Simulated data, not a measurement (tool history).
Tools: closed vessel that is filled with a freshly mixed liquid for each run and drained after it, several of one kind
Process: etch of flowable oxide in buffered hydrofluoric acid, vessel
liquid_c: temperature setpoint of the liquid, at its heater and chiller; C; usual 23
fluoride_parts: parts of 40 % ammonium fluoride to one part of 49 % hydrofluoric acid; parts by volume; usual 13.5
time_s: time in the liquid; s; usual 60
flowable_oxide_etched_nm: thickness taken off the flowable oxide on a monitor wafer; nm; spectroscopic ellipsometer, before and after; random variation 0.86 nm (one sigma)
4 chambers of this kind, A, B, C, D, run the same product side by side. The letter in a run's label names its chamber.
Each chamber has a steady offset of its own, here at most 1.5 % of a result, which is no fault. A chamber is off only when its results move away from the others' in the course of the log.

| run | day | liquid_c | fluoride_parts | time_s | read-back film thickness of the flowable oxide reference wafer, read on the same gauge (nm) | flowable_oxide_etched_nm |
|---|---|---|---|---|---|---|
| 1B | 0.221 | 23 | 13.5 | 60 | 49.994 | 206.36 |
| 2A | 0.579 | 23 | 13.5 | 60 | 50.004 | 205.66 |
| 3C | 0.896 | 23 | 13.5 | 60 | 50.02 | 204.61 |
| 4D | 1.167 | 23 | 13.5 | 60 | 50.027 | 203.15 |
| 5C | 1.379 | 23 | 13.5 | 60 | 50.007 | 205.97 |
| 6D | 1.683 | 23 | 13.5 | 60 | 50.005 | 203.68 |
| 7A | 1.858 | 23 | 13.5 | 60 | 49.989 | 207.02 |
| 8B | 2.108 | 23 | 13.5 | 60 | 49.993 | 206.89 |
| 9A | 2.288 | 23 | 13.5 | 60 | 49.993 | 205.31 |
| 10B | 2.6 | 18.5 | 13.5 | 60 | 50.005 | 161.2 |
| 11D | 2.954 | 18.5 | 13.5 | 60 | 49.984 | 159.43 |
| 12C | 3.133 | 18.5 | 13.5 | 60 | 49.989 | 159.75 |
| 13B | 3.488 | 18.5 | 13.5 | 60 | 49.997 | 160.66 |
| 14D | 3.792 | 23 | 18.5 | 60 | 50.009 | 148.13 |
| 15A | 4.092 | 23 | 18.5 | 60 | 50.012 | 151.91 |
| 16C | 4.275 | 23 | 18.5 | 60 | 50.004 | 151.58 |
| 17A | 4.467 | 23 | 18.5 | 60 | 50.004 | 153.24 |
| 18D | 4.842 | 23 | 13.5 | 60 | 50.013 | 205.43 |
| 19B | 5.029 | 23 | 13.5 | 60 | 50.011 | 206.15 |
| 20C | 5.333 | 23 | 13.5 | 60 | 50.006 | 205.83 |
| 21D | 5.521 | 23 | 13.5 | 60 | 50 | 204.9 |
| 22C | 5.708 | 23 | 13.5 | 60 | 49.998 | 204.45 |
| 23B | 5.988 | 23 | 13.5 | 60 | 50.008 | 206.25 |
| 24A | 6.229 | 23 | 13.5 | 60 | 49.994 | 208.48 |
| 25A | 6.575 | 23 | 13.5 | 60 | 49.998 | 206.84 |
| 26B | 6.829 | 23 | 13.5 | 60 | 49.996 | 207.53 |
| 27C | 7 | 23 | 13.5 | 60 | 50.009 | 204.95 |
| 28D | 7.375 | 25 | 13.5 | 60 | 50.017 | 228.32 |
| 29D | 7.638 | 25 | 13.5 | 60 | 50.008 | 225.16 |

What goes on in this fleet: one chamber off, a drifting gauge, or nothing beyond the chambers' own small offsets? Name the chamber and the cause, if any.

No chamber stands off beyond its own small offset, and the gauge holds steady.
